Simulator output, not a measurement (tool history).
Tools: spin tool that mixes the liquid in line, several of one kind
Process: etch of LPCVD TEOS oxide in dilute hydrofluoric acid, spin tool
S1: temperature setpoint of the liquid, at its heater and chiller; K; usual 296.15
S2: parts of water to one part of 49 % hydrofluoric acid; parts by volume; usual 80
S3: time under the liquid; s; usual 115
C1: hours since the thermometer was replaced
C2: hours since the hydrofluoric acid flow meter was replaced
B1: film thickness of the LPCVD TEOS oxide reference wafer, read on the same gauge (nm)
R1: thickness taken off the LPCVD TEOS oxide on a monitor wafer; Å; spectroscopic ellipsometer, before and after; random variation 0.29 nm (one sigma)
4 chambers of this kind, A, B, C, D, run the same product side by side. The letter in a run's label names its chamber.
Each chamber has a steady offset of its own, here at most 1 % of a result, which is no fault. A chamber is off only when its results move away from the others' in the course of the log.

run 1B hour=14.7 | S1=296.15 S2=80 S3=115 | C1=733.6 C2=977.3 | B1=60.013 | R1=290.56
run 2A hour=23 | S1=296.15 S2=80 S3=115 | C1=1559 C2=811.7 | B1=59.988 | R1=292.28
run 3D hour=30.5 | S1=296.15 S2=80 S3=115 | C1=93.9 C2=1194 | B1=60.001 | R1=290.34
run 4C hour=44 | S1=296.15 S2=80 S3=115 | C1=1585.6 C2=1578.3 | B1=60.002 | R1=295.83
run 5A hour=60.1 | S1=296.15 S2=80 S3=115 | C1=1596.1 C2=848.8 | B1=59.99 | R1=295.9
run 6C hour=72.6 | S1=296.15 S2=80 S3=115 | C1=1614.2 C2=1606.9 | B1=60.016 | R1=291.5
run 7B hour=84.2 | S1=296.15 S2=80 S3=115 | C1=803.1 C2=1046.8 | B1=60.012 | R1=289.71
run 8D hour=94.9 | S1=296.15 S2=80 S3=115 | C1=158.3 C2=1258.4 | B1=59.989 | R1=286.55
-- hour=100.8 chamber B: thermometer replaced
run 9D hour=109.4 | S1=296.15 S2=80 S3=65 | C1=172.8 C2=1272.9 | B1=60.011 | R1=163.62
run 10C hour=119 | S1=296.15 S2=80 S3=65 | C1=1660.6 C2=1653.3 | B1=60.002 | R1=167.75
run 11B hour=132 | S1=296.15 S2=80 S3=65 | C1=31.3 C2=1094.6 | B1=59.995 | R1=165.22
run 12A hour=145.7 | S1=296.15 S2=80 S3=65 | C1=1681.7 C2=934.4 | B1=59.984 | R1=163.69
run 13B hour=159 | S1=296.15 S2=80 S3=115 | C1=58.3 C2=1121.6 | B1=60.029 | R1=296.75
-- hour=159.7 chamber A: thermometer replaced
run 14C hour=172.9 | S1=296.15 S2=80 S3=115 | C1=1714.5 C2=1707.2 | B1=60.011 | R1=297.22
run 15D hour=186.9 | S1=296.15 S2=80 S3=115 | C1=250.3 C2=1350.4 | B1=59.997 | R1=285.12
run 16A hour=196.4 | S1=296.15 S2=60 S3=115 | C1=36.7 C2=985.1 | B1=59.991 | R1=395.31
run 17B hour=208.5 | S1=296.15 S2=60 S3=115 | C1=107.8 C2=1171.1 | B1=59.986 | R1=407.88
run 18C hour=221.6 | S1=296.15 S2=60 S3=115 | C1=1763.2 C2=1755.9 | B1=60.018 | R1=405.6
run 19D hour=237.2 | S1=296.15 S2=60 S3=115 | C1=300.6 C2=1400.7 | B1=60.016 | R1=394.47
run 20A hour=248.5 | S1=296.15 S2=80 S3=115 | C1=88.8 C2=1037.2 | B1=60.007 | R1=293.6
run 21A hour=262.3 | S1=296.15 S2=80 S3=115 | C1=102.6 C2=1051 | B1=59.98 | R1=293.49
run 22D hour=275.6 | S1=296.15 S2=80 S3=115 | C1=339 C2=1439.1 | B1=60.013 | R1=293.13
run 23C hour=285.6 | S1=296.15 S2=105 S3=115 | C1=1827.2 C2=1819.9 | B1=59.99 | R1=220.62
run 24B hour=293 | S1=296.15 S2=105 S3=115 | C1=192.3 C2=1255.6 | B1=60.009 | R1=215.99
run 25B hour=302.9 | S1=296.15 S2=105 S3=115 | C1=202.2 C2=1265.5 | B1=60.04 | R1=216.32
run 26D hour=316.1 | S1=296.15 S2=105 S3=115 | C1=379.5 C2=1479.6 | B1=60.031 | R1=218.63
run 27C hour=328.4 | S1=296.15 S2=80 S3=70 | C1=1870 C2=1862.7 | B1=59.999 | R1=178.76
run 28A hour=342.8 | S1=296.15 S2=80 S3=70 | C1=183.1 C2=1131.5 | B1=60.003 | R1=179.91
run 29B hour=354.8 | S1=296.15 S2=80 S3=70 | C1=254.1 C2=1317.4 | B1=60.002 | R1=177.54

What goes on in this fleet: one chamber off, a drifting gauge, or nothing beyond the chambers' own small offsets? Name the chamber and the cause, if any.

No chamber stands off beyond its own small offset, and the gauge holds steady.

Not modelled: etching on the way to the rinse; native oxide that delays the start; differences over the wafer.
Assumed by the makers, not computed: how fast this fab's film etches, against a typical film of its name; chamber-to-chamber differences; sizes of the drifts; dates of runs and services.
